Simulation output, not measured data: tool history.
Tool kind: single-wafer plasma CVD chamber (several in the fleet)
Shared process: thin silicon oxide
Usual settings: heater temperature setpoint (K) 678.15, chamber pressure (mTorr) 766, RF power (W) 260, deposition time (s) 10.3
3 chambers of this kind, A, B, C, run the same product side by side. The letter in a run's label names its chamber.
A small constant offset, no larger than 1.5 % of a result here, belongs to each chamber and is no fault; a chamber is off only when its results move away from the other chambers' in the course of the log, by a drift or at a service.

run,hour,heater temperature setpoint (K),chamber pressure (mTorr),RF power (W),deposition time (s),"read-back reference wafer on the same gauge, thickness_nm",mean film thickness on the monitor wafer (Å)
1C,14,678.15,766,260,10.3,18.5,169.39
2B,21.2,678.15,766,260,10.3,18.499,171.79
3A,31,678.15,766,260,10.3,18.506,169.21
4A,42.9,678.15,766,260,10.3,18.494,168.41
5C,56.5,688.15,766,260,11.5,18.507,188.23
6B,64.2,688.15,766,260,11.5,18.511,190.38
7C,78.5,688.15,766,260,11.5,18.5,188.32
8A,85,678.15,766,260,10.3,18.503,169.18
9B,95.7,678.15,766,260,10.3,18.492,172.6
10A,102.5,678.15,766,260,10.3,18.503,168.98
11C,109.3,678.15,766,260,10.3,18.499,170.09
12B,118.8,678.15,766,260,10.3,18.479,172.36
13B,126,678.15,766,260,10.3,18.497,172.84
14C,136.6,683.15,766,260,9.1,18.494,149.51
# hour 147.6: chamber A: RF generator calibrated
15A,149,683.15,766,260,9.1,18.501,148.89
16B,158.1,683.15,766,260,9.1,18.49,151.9
17C,168.6,678.15,766,260,10.3,18.497,168.96
18A,181.6,678.15,766,260,10.3,18.486,168.95
19C,188.2,678.15,766,260,10.3,18.514,169.25
20B,199.9,678.15,766,260,10.3,18.502,172.35
21A,213.6,678.15,766,260,10.3,18.5,168.56
22C,220.2,678.15,766,260,10.3,18.509,169.51
23A,229.2,678.15,609,260,10.3,18.51,133.26
24B,239.4,678.15,609,260,10.3,18.494,136.46
25B,253.6,678.15,609,260,10.3,18.494,137.33
26C,262,678.15,766,260,10.3,18.493,169.31
27A,270.9,678.15,766,260,10.3,18.5,168.55
28C,283.6,678.15,766,260,10.3,18.503,168.91
29A,293.3,678.15,766,260,10.3,18.495,168.83
30B,300.3,678.15,766,260,10.3,18.496,173.98
31C,313,678.15,766,260,10.3,18.504,168.64
32A,324.7,678.15,766,260,10.3,18.494,168.6
33B,336.1,678.15,766,260,10.3,18.492,175.24
34A,347.4,678.15,766,260,10.3,18.504,168.97
35C,354.5,678.15,766,260,10.3,18.498,169.96
36B,368.3,678.15,766,260,10.3,18.51,174.32
37A,378.7,684.15,766,260,10.3,18.496,167.88
38B,385.5,684.15,766,260,10.3,18.507,174.38
39C,392.7,684.15,766,260,10.3,18.501,168.55
40C,401.5,678.15,766,260,10.3,18.495,169.03
41A,415.1,678.15,766,260,10.3,18.494,168.53
42B,423.2,678.15,766,260,10.3,18.491,175.12
43C,437.2,678.15,766,260,10.3,18.507,169.39
44A,443.7,678.15,766,260,10.3,18.488,169.18

One chamber off, gauge drift, or nothing amiss beyond the chambers' own small offsets? If it is a chamber, which one, and what is the likeliest cause?

One chamber, B, drifts off from the rest bit by bit.
Likeliest cause: true pressure above the setpoint (%) = 2.32.

Below are 4 candidate recipes for chamber B's next run, each the usual settings with a change, their results shown as question marks. Which of them brings B's results back in line with what the other chambers give on the usual settings?
In line means no further than this from the other chambers' mean on the usual settings: mean film thickness on the monitor wafer (Å) 1.6
45B-1,454,678.15,723,255,10.3,,?
45B-2,454,678.15,766,265,10.9,,?
45B-3,454,678.15,766,260,9.9,,?
45B-4,454,678.15,784,260,10.5,,?

Mean of the other chambers on the usual settings: mean film thickness on the monitor wafer (Å) 169.2
run,mean film thickness on the monitor wafer (Å)
45B-1,164.56
45B-2,187.16
45B-3,168.65
45B-4,182.81
45B-3 is the one that brings the chamber's results back in line with the other chambers.
